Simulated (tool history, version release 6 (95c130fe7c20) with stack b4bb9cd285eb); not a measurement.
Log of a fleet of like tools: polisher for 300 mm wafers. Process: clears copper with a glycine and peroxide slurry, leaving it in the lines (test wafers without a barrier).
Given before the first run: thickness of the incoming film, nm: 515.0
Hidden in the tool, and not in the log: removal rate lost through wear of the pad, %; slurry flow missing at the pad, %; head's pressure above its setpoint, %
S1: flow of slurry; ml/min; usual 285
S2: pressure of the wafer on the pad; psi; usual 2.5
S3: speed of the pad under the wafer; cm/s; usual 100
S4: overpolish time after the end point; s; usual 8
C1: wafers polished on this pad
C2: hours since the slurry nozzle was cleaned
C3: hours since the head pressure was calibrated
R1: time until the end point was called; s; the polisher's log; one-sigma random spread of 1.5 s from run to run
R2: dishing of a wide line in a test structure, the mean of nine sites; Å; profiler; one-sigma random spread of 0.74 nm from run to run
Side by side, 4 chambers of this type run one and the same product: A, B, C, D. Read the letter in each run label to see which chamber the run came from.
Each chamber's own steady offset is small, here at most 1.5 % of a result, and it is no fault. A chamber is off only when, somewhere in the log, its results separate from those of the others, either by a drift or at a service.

run,hour,S1,S2,S3,S4,C1,C2,C3,R1,R2
1D,7.1,285,2.5,100,8,55,336.8,793.3,88.866,322.59
2A,13.8,285,2.5,100,8,101,408.1,773.8,88.803,324.73
# hour 17.8: chamber C: head pressure recalibrated
3B,17.8,285,2.5,100,8,846,225,525.4,89.575,330.44
4C,23.2,285,2.5,100,8,186,339.2,5.5,89.7,341.75
# hour 28.3: chamber B: head pressure recalibrated
5D,29.8,285,2.5,100,8,199,359.5,816,90.236,322.98
6B,34.2,285,2.5,76,8,949,241.4,6,106.84,262.3
7C,39.6,285,2.5,76,8,290,355.6,21.9,110.55,274.81
8A,45.9,285,2.5,76,8,304,440.2,805.9,112.31,258.58
9A,51.1,285,2.5,76,8,337,445.4,811.1,110.79,262.21
10B,56.3,285,2.5,100,8,1089,263.5,28.1,91.051,306.61
11D,61.5,285,2.5,100,8,399,391.2,847.7,90.842,306.76
12C,68.5,285,2.5,100,8,473,384.5,50.8,87.781,318.86
# hour 71.9: chamber B: worn pad replaced by a new one
13C,76,285,2.9,100,10,520,392,58.3,78.768,426.89
14B,79.5,285,2.9,100,10,48,286.7,51.3,78.727,425.75
15D,86.5,285,2.9,100,10,557,416.2,872.7,76.479,423.71
16A,90.9,285,2.9,100,10,588,485.2,850.9,77.603,425.84
17D,95.5,285,2.5,100,8,614,425.2,881.7,88.427,322.55
# hour 97.8: chamber B: slurry nozzle cleaned
18C,101.7,285,2.8,100,8,682,417.7,84,80.056,362.55
19B,106.6,285,2.8,100,8,219,8.9,78.4,82.069,353.17
20A,113.1,285,2.8,100,8,729,507.4,873.1,79.602,342.11
21B,117.1,285,2.8,100,8,286,19.4,88.9,81.734,351.61
22D,121.8,285,2.5,100,8,780,451.5,908,87.695,311.67
23C,128.7,285,2.5,100,8,853,444.7,111,90.591,323.91
24A,135.7,285,2.5,100,8,872,530,895.7,87.546,323.74
25C,140.5,285,2.8,100,10,928,456.5,122.8,80.262,429.32
26B,145.6,285,2.8,100,10,466,47.9,117.4,81.95,394.37
27D,150.8,285,2.8,100,10,963,480.5,937,81.081,426.99
28A,158.2,285,2.8,100,10,1014,552.5,918.2,81.959,418.17

What goes on in this fleet: one chamber off, a drifting gauge, or nothing beyond the chambers' own small offsets? Name the chamber and the cause, if any.

Nothing is wrong: each chamber keeps only its own small, steady offset and the gauge holds still.
